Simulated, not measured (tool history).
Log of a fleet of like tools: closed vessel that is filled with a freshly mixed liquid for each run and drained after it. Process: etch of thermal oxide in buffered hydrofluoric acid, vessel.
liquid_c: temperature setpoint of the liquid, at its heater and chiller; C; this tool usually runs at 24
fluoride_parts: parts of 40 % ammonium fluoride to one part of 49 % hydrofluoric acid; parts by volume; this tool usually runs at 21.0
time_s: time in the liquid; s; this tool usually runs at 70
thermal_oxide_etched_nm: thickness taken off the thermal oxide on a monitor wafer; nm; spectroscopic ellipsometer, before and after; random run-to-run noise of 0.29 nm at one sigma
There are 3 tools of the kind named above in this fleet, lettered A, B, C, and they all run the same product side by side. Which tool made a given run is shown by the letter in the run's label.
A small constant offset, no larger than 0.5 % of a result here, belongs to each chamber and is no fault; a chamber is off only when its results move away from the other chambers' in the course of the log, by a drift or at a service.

| run | hour | liquid_c | fluoride_parts | time_s | read-back film thickness of the thermal oxide reference wafer, read on the same gauge (nm) | thermal_oxide_etched_nm |
|---|---|---|---|---|---|---|
| 1C | 9.1 | 24 | 21.0 | 70 | 140.00 | 40.521 |
| 2B | 15.9 | 24 | 21.0 | 70 | 139.99 | 39.984 |
| 3A | 24.8 | 24 | 21.0 | 70 | 140.00 | 40.060 |
| 4C | 31.0 | 24 | 21.0 | 70 | 139.99 | 40.251 |
| 5A | 39.7 | 24 | 21.0 | 70 | 140.00 | 39.624 |
| 6B | 46.7 | 24 | 21.0 | 70 | 140.00 | 40.390 |
| 7C | 51.4 | 24 | 21.0 | 70 | 140.01 | 39.817 |
| 8B | 61.4 | 24 | 21.0 | 70 | 140.00 | 40.247 |
| 9A | 69.0 | 21 | 21.0 | 70 | 140.00 | 33.904 |
| 10C | 74.9 | 21 | 21.0 | 70 | 140.00 | 33.558 |
| 11A | 80.9 | 21 | 21.0 | 70 | 140.01 | 33.810 |
| 12B | 86.4 | 24 | 21.0 | 70 | 140.01 | 40.298 |
| 13A | 96.2 | 24 | 21.0 | 70 | 140.00 | 40.409 |
| 14C | 103.0 | 24 | 21.0 | 70 | 140.02 | 38.768 |
| 15B | 110.8 | 24 | 21.0 | 70 | 140.01 | 39.964 |
| 16C | 118.3 | 24 | 21.0 | 70 | 140.00 | 38.699 |
| 17A | 125.0 | 24 | 21.0 | 70 | 140.00 | 40.076 |
| 18B | 130.0 | 24 | 21.0 | 70 | 140.02 | 40.325 |
| 19C | 138.3 | 24 | 21.0 | 40 | 139.97 | 21.973 |
| 20A | 146.8 | 24 | 21.0 | 40 | 139.99 | 22.514 |
| 21B | 154.1 | 24 | 21.0 | 40 | 140.01 | 22.924 |
| 22C | 158.8 | 24 | 21.0 | 70 | 140.01 | 37.836 |
| 23B | 167.2 | 24 | 21.0 | 70 | 139.99 | 40.117 |
| 24A | 172.5 | 24 | 21.0 | 70 | 139.99 | 39.823 |
| 25C | 178.8 | 24 | 26.5 | 30 | 140.00 | 13.849 |
| 26B | 183.8 | 24 | 26.5 | 30 | 140.00 | 14.559 |
| 27A | 191.3 | 24 | 26.5 | 30 | 140.02 | 14.851 |
| 28A | 200.2 | 24 | 21.0 | 105 | 139.98 | 60.385 |
|  | 206.9 | chamber C: hydrofluoric acid flow meter replaced |
| 29B | 208.7 | 24 | 21.0 | 105 | 140.02 | 60.464 |
| 30C | 217.7 | 24 | 21.0 | 105 | 140.00 | 55.763 |

What goes on in this fleet: one chamber off, a drifting gauge, or nothing beyond the chambers' own small offsets? Name the chamber and the cause, if any.

Little by little, chamber C moves away from the other chambers.
Cause: liquid colder than its thermometer reads (K) = 1.5.

Here are 4 candidates for chamber C's next run, each the usual settings with a change, their results left as question marks. Which one brings its results back in line with what the others give on the usual settings?
To be in line, a result may differ from the other chambers' mean on the usual settings by at most: thermal_oxide_etched_nm 0.990 nm
| 31C-1 | 224.9 | 22.5 | 21.0 | 70 |  | ? |
| 31C-2 | 224.9 | 24.0 | 19.0 | 70 |  | ? |
| 31C-3 | 224.9 | 23.5 | 21.5 | 70 |  | ? |
| 31C-4 | 224.9 | 24.5 | 21.0 | 70 |  | ? |

What the other chambers average on the usual settings: thermal_oxide_etched_nm 40.113 nm
| run | thermal_oxide_etched_nm |
|---|---|
| 31C-1 | 34.145 |
| 31C-2 | 40.295 |
| 31C-3 | 35.502 |
| 31C-4 | 38.108 |
31C-2 is the one that brings the chamber's results back in line with the other chambers.
